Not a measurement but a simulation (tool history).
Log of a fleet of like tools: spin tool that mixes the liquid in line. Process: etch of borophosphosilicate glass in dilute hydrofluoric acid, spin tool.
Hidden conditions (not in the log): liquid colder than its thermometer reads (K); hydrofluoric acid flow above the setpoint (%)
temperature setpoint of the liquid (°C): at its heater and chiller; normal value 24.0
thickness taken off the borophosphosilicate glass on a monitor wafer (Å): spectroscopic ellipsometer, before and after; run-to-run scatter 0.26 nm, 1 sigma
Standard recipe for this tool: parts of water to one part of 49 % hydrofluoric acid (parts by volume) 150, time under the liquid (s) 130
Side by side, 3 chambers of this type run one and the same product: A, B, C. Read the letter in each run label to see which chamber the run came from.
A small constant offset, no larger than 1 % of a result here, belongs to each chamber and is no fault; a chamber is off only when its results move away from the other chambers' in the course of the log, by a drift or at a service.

run     day  temperature setpoint of the liquid (°C)  parts of water to one part of 49 % hydrofluoric acid (parts by volume)  time under the liquid (s)  hours since the thermometer was replaced  hours since the hydrofluoric acid flow meter was replaced  read-back film thickness of the borophosphosilicate glass reference wafer, read on the same gauge (nm)  thickness taken off the borophosphosilicate glass on a monitor wafer (Å)
 1C   0.254                                     24.0                                                                     150                        130                                    1015.8                                                      182.0                                                                                                  89.949                                                                    448.95
 2B   0.479                                     24.0                                                                     150                        130                                     137.2                                                      284.5                                                                                                  89.958                                                                    441.29
 3A   0.825                                     24.0                                                                     150                        130                                      75.5                                                      165.8                                                                                                  89.980                                                                    442.53
 4A   1.133                                     24.0                                                                     150                        130                                      82.9                                                      173.2                                                                                                  90.036                                                                    445.63
 5B   1.550                                     24.0                                                                     150                        130                                     162.9                                                      310.2                                                                                                  90.008                                                                    443.95
 6C   1.788                                     24.0                                                                     150                        130                                    1052.6                                                      218.8                                                                                                  89.988                                                                    448.04
 7B   2.050                                     20.0                                                                     150                         65                                     174.9                                                      322.2                                                                                                  90.017                                                                    193.34
 8C   2.421                                     20.0                                                                     150                         65                                    1067.8                                                      234.0                                                                                                  90.014                                                                    191.25
 9A   2.779                                     20.0                                                                     150                         65                                     122.4                                                      212.7                                                                                                  90.004                                                                    188.58
10A   3.038                                     24.0                                                                     150                        130                                     128.6                                                      218.9                                                                                                  89.989                                                                    442.08
11C   3.471                                     24.0                                                                     120                        100                                    1093.0                                                      259.2                                                                                                  90.045                                                                    445.19
12B   3.667                                     24.0                                                                     120                        100                                     213.7                                                      361.0                                                                                                  90.073                                                                    440.52
13A   4.054                                     24.0                                                                     120                        100                                     153.0                                                      243.3                                                                                                  90.014                                                                    442.00
14B   4.283                                     24.0                                                                     150                        130                                     228.5                                                      375.8                                                                                                  89.962                                                                    442.16
15C   4.517                                     24.0                                                                     150                        130                                    1118.1                                                      284.3                                                                                                  89.974                                                                    447.57
16C   4.817                                     24.0                                                                     150                        130                                    1125.3                                                      291.5                                                                                                  90.057                                                                    447.66
17B   5.079                                     24.0                                                                     180                        130                                     247.6                                                      394.9                                                                                                  89.967                                                                    358.31
18A   5.462                                     24.0                                                                     180                        130                                     186.8                                                      277.1                                                                                                  90.012                                                                    366.38
19A   5.858                                     24.0                                                                     180                        130                                     196.3                                                      286.6                                                                                                  89.940                                                                    366.64
20B   6.167                                     24.0                                                                     150                        130                                     273.7                                                      421.0                                                                                                  90.030                                                                    445.78
21C   6.575                                     24.0                                                                      85                        100                                    1167.5                                                      333.7                                                                                                  89.983                                                                    658.86
22B   7.012                                     24.0                                                                      85                        100                                     294.0                                                      441.3                                                                                                  90.004                                                                    650.92
23A   7.446                                     24.0                                                                      85                        100                                     234.4                                                      324.7                                                                                                  90.026                                                                    671.98
24C   7.679                                     24.0                                                                     150                        130                                    1194.0                                                      360.2                                                                                                  89.933                                                                    442.29
25A   8.029                                     24.0                                                                     150                        130                                     248.4                                                      338.7                                                                                                  90.025                                                                    459.44
26C   8.392                                     24.0                                                                     150                        130                                    1211.1                                                      377.3                                                                                                  90.032                                                                    446.26
27B   8.804                                     24.0                                                                     175                        130                                     337.0                                                      484.3                                                                                                  89.989                                                                    370.97
28C   9.221                                     24.0                                                                     175                        130                                    1231.0                                                      397.2                                                                                                  89.983                                                                    371.26
29A   9.667                                     24.0                                                                     175                        130                                     287.7                                                      378.0                                                                                                  89.968                                                                    394.66
30B   9.871                                     24.0                                                                     150                        130                                     362.6                                                      509.9                                                                                                  89.993                                                                    443.74
31C  10.075                                     24.0                                                                     150                         90                                    1251.5                                                      417.7                                                                                                  89.983                                                                    309.66
32B  10.471                                     24.0                                                                     150                         90                                     377.0                                                      524.3                                                                                                  89.987                                                                    311.81
33A  10.679                                     24.0                                                                     150                         90                                     312.0                                                      402.3                                                                                                  90.027                                                                    329.23
34B  10.996                                     28.5                                                                     200                        130                                     389.6                                                      536.9                                                                                                  89.983                                                                    371.44
35A  11.362                                     28.5                                                                     200                        130                                     328.4                                                      418.7                                                                                                  90.018                                                                    403.90
36C  11.779                                     28.5                                                                     200                        130                                    1292.4                                                      458.6                                                                                                  89.964                                                                    374.68
37C  12.229                                     26.0                                                                     150                        200                                    1303.2                                                      469.4                                                                                                  90.029                                                                    747.35
38A  12.529                                     26.0                                                                     150                        200                                     356.4                                                      446.7                                                                                                  90.009                                                                    785.24
39B  12.725                                     26.0                                                                     150                        200                                     431.1                                                      578.4                                                                                                  89.985                                                                    725.82
40C  13.100                                     24.0                                                                     150                        130                                    1324.1                                                      490.3                                                                                                  90.062                                                                    448.24
41A  13.438                                     24.0                                                                     150                        130                                     378.2                                                      468.5                                                                                                  89.985                                                                    477.45
42B  13.675                                     25.5                                                                     190                        130                                     453.9                                                      601.2                                                                                                  90.007                                                                    356.53

Next, every chamber runs the same settings. What will each give?
43A  13.996                                     24.0                                                                     195                        130                                                                                                                                                                                                                                                                                      ?
43B  13.996                                     24.0                                                                     195                        130                                                                                                                                                                                                                                                                                      ?
43C  13.996                                     24.0                                                                     195                        130                                                                                                                                                                                                                                                                                      ?

run  thickness taken off the borophosphosilicate glass on a monitor wafer (Å)
43A                                                                    353.47
43B                                                                    321.27
43C                                                                    330.04
